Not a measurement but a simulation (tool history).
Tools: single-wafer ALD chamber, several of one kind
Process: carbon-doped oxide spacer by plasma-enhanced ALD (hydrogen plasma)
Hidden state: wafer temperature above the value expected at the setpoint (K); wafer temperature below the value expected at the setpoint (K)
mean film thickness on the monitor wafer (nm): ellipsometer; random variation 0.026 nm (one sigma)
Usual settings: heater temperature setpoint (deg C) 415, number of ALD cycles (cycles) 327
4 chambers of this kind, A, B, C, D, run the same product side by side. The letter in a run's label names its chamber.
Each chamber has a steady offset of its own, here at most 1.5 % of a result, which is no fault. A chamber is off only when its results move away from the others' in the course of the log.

run,day,heater temperature setpoint (deg C),number of ALD cycles (cycles),hours since the last thermocouple change,"read-back reference wafer on the same gauge, thickness_nm",mean film thickness on the monitor wafer (nm)
1D,0.583,415,327,2692.9,15.301,15.536
2B,1.096,415,327,537.1,15.294,15.581
3C,1.496,415,327,1396.7,15.290,15.466
4A,1.988,415,327,2070.2,15.289,15.535
5D,2.592,415,327,2741.1,15.284,15.541
6C,3.054,420,376,1434.1,15.274,17.453
7A,3.592,420,376,2108.7,15.276,17.517
8B,3.925,420,376,605.0,15.267,17.571
9B,4.225,420,376,612.2,15.276,17.551
10C,4.588,426,383,1470.9,15.274,17.424
# day 4.604: chamber A: thermocouple changed; heater temperature recalibrated
11D,5.150,426,383,2802.5,15.271,17.530
12A,5.554,426,383,22.8,15.262,17.518
13D,5.871,426,383,2819.8,15.262,17.578
14A,6.458,415,327,44.5,15.253,15.491
15B,6.742,415,327,672.6,15.258,15.500
16C,7.146,415,327,1532.3,15.255,15.400
17A,7.625,415,327,72.5,15.252,15.460
18D,8.150,415,327,2874.5,15.255,15.492
19B,8.496,415,327,714.7,15.252,15.497
20C,9.033,415,327,1577.6,15.246,15.373
21C,9.600,415,327,1591.2,15.237,15.380
22A,10.188,415,327,134.0,15.233,15.458
23B,10.638,415,327,766.1,15.236,15.469
24D,10.925,415,327,2941.1,15.224,15.468
25B,11.358,415,327,783.4,15.232,15.427
26D,11.700,415,327,2959.7,15.231,15.454
27C,12.304,415,327,1656.1,15.227,15.397
28A,12.867,415,327,198.3,15.218,15.407
29A,13.146,415,327,205.0,15.220,15.374
30D,13.754,415,327,3009.0,15.218,15.450
31C,14.258,415,327,1703.0,15.214,15.372
32B,14.833,415,327,866.8,15.210,15.419
33A,15.371,415,327,258.4,15.203,15.452
34C,15.633,415,327,1736.0,15.205,15.319
35B,16.196,415,327,899.5,15.200,15.446

All 4 chambers run these settings next. Forecast each chamber's results:
36A,16.629,415,327,,,?
36B,16.629,415,327,,,?
36C,16.629,415,327,,,?
36D,16.629,415,327,,,?

run,mean film thickness on the monitor wafer (nm)
36A,15.378
36B,15.396
36C,15.348
36D,15.411
